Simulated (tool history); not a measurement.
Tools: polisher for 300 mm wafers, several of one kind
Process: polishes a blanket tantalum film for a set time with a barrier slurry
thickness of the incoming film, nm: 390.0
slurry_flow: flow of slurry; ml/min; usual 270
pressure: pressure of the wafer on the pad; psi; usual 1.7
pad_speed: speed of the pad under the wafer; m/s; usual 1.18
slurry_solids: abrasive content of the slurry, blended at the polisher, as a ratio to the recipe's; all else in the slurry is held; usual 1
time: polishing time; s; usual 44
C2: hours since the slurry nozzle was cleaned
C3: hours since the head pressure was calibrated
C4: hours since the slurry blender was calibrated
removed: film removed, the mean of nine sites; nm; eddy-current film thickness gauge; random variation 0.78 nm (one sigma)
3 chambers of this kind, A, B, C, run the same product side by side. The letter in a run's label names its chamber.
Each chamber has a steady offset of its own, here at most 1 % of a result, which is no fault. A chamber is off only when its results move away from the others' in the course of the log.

{"run": "1A", "hour": 11.7, "slurry_flow": 270, "pressure": 1.7, "pad_speed": 1.18, "slurry_solids": 1, "time": 44, "wafers polished on this pad": 649, "C2": 127.9, "C3": 185, "C4": 77.7, "removed": 79.074}
{"hour": 18.0, "done": "chamber B: slurry nozzle cleaned"}
{"run": "2C", "hour": 20.6, "slurry_flow": 270, "pressure": 1.7, "pad_speed": 1.18, "slurry_solids": 1, "time": 44, "wafers polished on this pad": 769, "C2": 163.3, "C3": 96.3, "C4": 114.4, "removed": 79.038}
{"hour": 26.2, "done": "chamber A: worn pad replaced by a new one"}
{"run": "3B", "hour": 29.6, "slurry_flow": 270, "pressure": 1.7, "pad_speed": 1.18, "slurry_solids": 1, "time": 44, "wafers polished on this pad": 931, "C2": 11.7, "C3": 1027.4, "C4": 35.9, "removed": 78.899}
{"hour": 31.0, "done": "chamber C: worn pad replaced by a new one"}
{"hour": 38.6, "done": "chamber B: worn pad replaced by a new one"}
{"run": "4A", "hour": 41.3, "slurry_flow": 270, "pressure": 1.7, "pad_speed": 1.18, "slurry_solids": 1, "time": 44, "wafers polished on this pad": 155, "C2": 157.5, "C3": 214.6, "C4": 107.3, "removed": 78.442}
{"hour": 45.9, "done": "chamber C: slurry blender recalibrated"}
{"run": "5B", "hour": 49.3, "slurry_flow": 270, "pressure": 1.7, "pad_speed": 1.18, "slurry_solids": 1, "time": 44, "wafers polished on this pad": 110, "C2": 31.4, "C3": 1047.1, "C4": 55.6, "removed": 78.53}
{"run": "6C", "hour": 58.2, "slurry_flow": 270, "pressure": 1.7, "pad_speed": 1.18, "slurry_solids": 1, "time": 44, "wafers polished on this pad": 280, "C2": 200.9, "C3": 133.9, "C4": 12.4, "removed": 79.992}
{"run": "7C", "hour": 67.2, "slurry_flow": 270, "pressure": 1.7, "pad_speed": 1.18, "slurry_solids": 1, "time": 44, "wafers polished on this pad": 372, "C2": 209.9, "C3": 142.9, "C4": 21.4, "removed": 78.468}
{"run": "8A", "hour": 77.0, "slurry_flow": 270, "pressure": 1.7, "pad_speed": 1.18, "slurry_solids": 1, "time": 44, "wafers polished on this pad": 522, "C2": 193.2, "C3": 250.3, "C4": 143, "removed": 78.868}
{"run": "9B", "hour": 90.4, "slurry_flow": 270, "pressure": 1.7, "pad_speed": 1.18, "slurry_solids": 1, "time": 44, "wafers polished on this pad": 532, "C2": 72.5, "C3": 1088.2, "C4": 96.7, "removed": 78.791}
{"hour": 92.7, "done": "chamber A: slurry blender recalibrated"}
{"hour": 98.1, "done": "chamber A: worn pad replaced by a new one"}
{"run": "10B", "hour": 100.2, "slurry_flow": 270, "pressure": 1.7, "pad_speed": 1.18, "slurry_solids": 1, "time": 44, "wafers polished on this pad": 633, "C2": 82.3, "C3": 1098, "C4": 106.5, "removed": 78.671}
{"run": "11A", "hour": 107.1, "slurry_flow": 270, "pressure": 1.7, "pad_speed": 1.18, "slurry_solids": 1, "time": 44, "wafers polished on this pad": 92, "C2": 223.3, "C3": 280.4, "C4": 14.4, "removed": 78.597}
{"hour": 112.7, "done": "chamber B: slurry blender recalibrated"}
{"run": "12C", "hour": 117.7, "slurry_flow": 270, "pressure": 1.7, "pad_speed": 1.18, "slurry_solids": 1, "time": 44, "wafers polished on this pad": 891, "C2": 260.4, "C3": 193.4, "C4": 71.9, "removed": 78.57}
{"run": "13C", "hour": 128.8, "slurry_flow": 270, "pressure": 1.7, "pad_speed": 1.18, "slurry_solids": 1, "time": 44, "wafers polished on this pad": 1005, "C2": 271.5, "C3": 204.5, "C4": 83, "removed": 77.03}
{"hour": 133.2, "done": "chamber C: worn pad replaced by a new one"}
{"run": "14A", "hour": 138.9, "slurry_flow": 270, "pressure": 1.7, "pad_speed": 1.18, "slurry_solids": 1, "time": 44, "wafers polished on this pad": 419, "C2": 255.1, "C3": 312.2, "C4": 46.2, "removed": 80.051}
{"run": "15B", "hour": 151.5, "slurry_flow": 270, "pressure": 1.7, "pad_speed": 1.18, "slurry_solids": 1, "time": 44, "wafers polished on this pad": 1160, "C2": 133.6, "C3": 1149.3, "C4": 38.8, "removed": 80.409}
{"hour": 160.0, "done": "chamber B: worn pad replaced by a new one"}
{"run": "16B", "hour": 164.4, "slurry_flow": 270, "pressure": 1.7, "pad_speed": 1.18, "slurry_solids": 1, "time": 44, "wafers polished on this pad": 45, "C2": 146.5, "C3": 1162.2, "C4": 51.7, "removed": 78.716}
{"hour": 172.3, "done": "chamber A: worn pad replaced by a new one"}
{"run": "17A", "hour": 176.8, "slurry_flow": 270, "pressure": 1.7, "pad_speed": 1.18, "slurry_solids": 1, "time": 44, "wafers polished on this pad": 46, "C2": 293, "C3": 350.1, "C4": 84.1, "removed": 80.32}
{"run": "18C", "hour": 189.3, "slurry_flow": 270, "pressure": 2.2, "pad_speed": 1.18, "slurry_solids": 1, "time": 44, "wafers polished on this pad": 576, "C2": 332, "C3": 265, "C4": 143.5, "removed": 101.23}
{"hour": 196.9, "done": "chamber C: slurry blender recalibrated"}
{"run": "19C", "hour": 199.4, "slurry_flow": 270, "pressure": 2.2, "pad_speed": 1.18, "slurry_solids": 1, "time": 44, "wafers polished on this pad": 680, "C2": 342.1, "C3": 275.1, "C4": 2.6, "removed": 100.28}
{"run": "20B", "hour": 210.8, "slurry_flow": 270, "pressure": 2.2, "pad_speed": 1.18, "slurry_solids": 1, "time": 44, "wafers polished on this pad": 522, "C2": 192.9, "C3": 1208.6, "C4": 98.1, "removed": 103.3}
{"run": "21A", "hour": 219.3, "slurry_flow": 270, "pressure": 1.7, "pad_speed": 1.18, "slurry_solids": 1, "time": 44, "wafers polished on this pad": 483, "C2": 335.5, "C3": 392.6, "C4": 126.6, "removed": 83.086}
{"hour": 222.5, "done": "chamber B: slurry blender recalibrated"}
{"hour": 227.4, "done": "chamber C: worn pad replaced by a new one"}
{"run": "22C", "hour": 230.8, "slurry_flow": 270, "pressure": 1.7, "pad_speed": 1.18, "slurry_solids": 1, "time": 44, "wafers polished on this pad": 35, "C2": 373.5, "C3": 306.5, "C4": 34, "removed": 79.502}
{"hour": 233.8, "done": "chamber A: slurry nozzle cleaned"}
{"run": "23B", "hour": 243.4, "slurry_flow": 270, "pressure": 1.7, "pad_speed": 1.18, "slurry_solids": 1, "time": 44, "wafers polished on this pad": 856, "C2": 225.5, "C3": 1241.2, "C4": 21, "removed": 78.466}
{"hour": 243.5, "done": "chamber A: worn pad replaced by a new one"}
{"run": "24A", "hour": 249.9, "slurry_flow": 270, "pressure": 1.7, "pad_speed": 1.04, "slurry_solids": 1, "time": 44, "wafers polished on this pad": 66, "C2": 16.2, "C3": 423.2, "C4": 157.2, "removed": 73.52}
{"run": "25C", "hour": 261.0, "slurry_flow": 270, "pressure": 1.7, "pad_speed": 1.04, "slurry_solids": 1, "time": 44, "wafers polished on this pad": 345, "C2": 403.7, "C3": 336.7, "C4": 64.2, "removed": 70.495}
{"hour": 271.8, "done": "chamber B: worn pad replaced by a new one"}
{"run": "26B", "hour": 275.6, "slurry_flow": 270, "pressure": 1.7, "pad_speed": 1.04, "slurry_solids": 1, "time": 44, "wafers polished on this pad": 39, "C2": 257.7, "C3": 1273.4, "C4": 53.2, "removed": 70.6}
{"run": "27A", "hour": 287.1, "slurry_flow": 270, "pressure": 1.7, "pad_speed": 1.18, "slurry_solids": 1, "time": 44, "wafers polished on this pad": 448, "C2": 53.4, "C3": 460.4, "C4": 194.4, "removed": 84.699}
{"hour": 289.5, "done": "chamber A: slurry blender recalibrated"}
{"run": "28C", "hour": 296.1, "slurry_flow": 270, "pressure": 1.7, "pad_speed": 1.18, "slurry_solids": 1, "time": 44, "wafers polished on this pad": 705, "C2": 438.8, "C3": 371.8, "C4": 99.3, "removed": 77.219}
{"run": "29A", "hour": 307.9, "slurry_flow": 270, "pressure": 1.7, "pad_speed": 1.18, "slurry_solids": 1, "time": 44, "wafers polished on this pad": 661, "C2": 74.2, "C3": 481.2, "C4": 18.5, "removed": 85.912}
{"run": "30B", "hour": 322.4, "slurry_flow": 270, "pressure": 1.7, "pad_speed": 1.18, "slurry_solids": 1, "time": 44, "wafers polished on this pad": 519, "C2": 304.5, "C3": 1320.2, "C4": 100, "removed": 78.55}
{"hour": 330.0, "done": "chamber A: worn pad replaced by a new one"}
{"run": "31A", "hour": 333.3, "slurry_flow": 205, "pressure": 1.7, "pad_speed": 1.18, "slurry_solids": 1, "time": 50, "wafers polished on this pad": 33, "C2": 99.6, "C3": 506.6, "C4": 43.9, "removed": 96.086}
{"run": "32B", "hour": 341.8, "slurry_flow": 205, "pressure": 1.7, "pad_speed": 1.18, "slurry_solids": 1, "time": 50, "wafers polished on this pad": 719, "C2": 323.9, "C3": 1339.6, "C4": 119.4, "removed": 87.917}

What goes on in this fleet: one chamber off, a drifting gauge, or nothing beyond the chambers' own small offsets? Name the chamber and the cause, if any.

Chamber A drifts away from the others.
Cause: head's pressure above its setpoint, % = 10.8.

Here are 4 candidates for chamber A's next run, each the usual settings with a change, their results left as question marks. Which one brings its results back in line with what the others give on the usual settings?
In line means no further than this from the other chambers' mean on the usual settings: removed 2.7 nm
{"run": "33A-1", "hour": 352.5, "slurry_flow": 270, "pressure": 1.6, "pad_speed": 1.12, "slurry_solids": 1, "time": 44, "removed": "?"}
{"run": "33A-2", "hour": 352.5, "slurry_flow": 270, "pressure": 1.9, "pad_speed": 1.32, "slurry_solids": 1, "time": 44, "removed": "?"}
{"run": "33A-3", "hour": 352.5, "slurry_flow": 265, "pressure": 1.7, "pad_speed": 0.96, "slurry_solids": 0.95, "time": 44, "removed": "?"}
{"run": "33A-4", "hour": 352.5, "slurry_flow": 270, "pressure": 1.8, "pad_speed": 1.22, "slurry_solids": 1, "time": 45, "removed": "?"}

The other chambers' mean on the usual settings: removed 78.393 nm
run=33A-1 removed=78.936
run=33A-2 removed=110.7
run=33A-3 removed=70.548
run=33A-4 removed=99.047
33A-1 brings the chamber back in line.
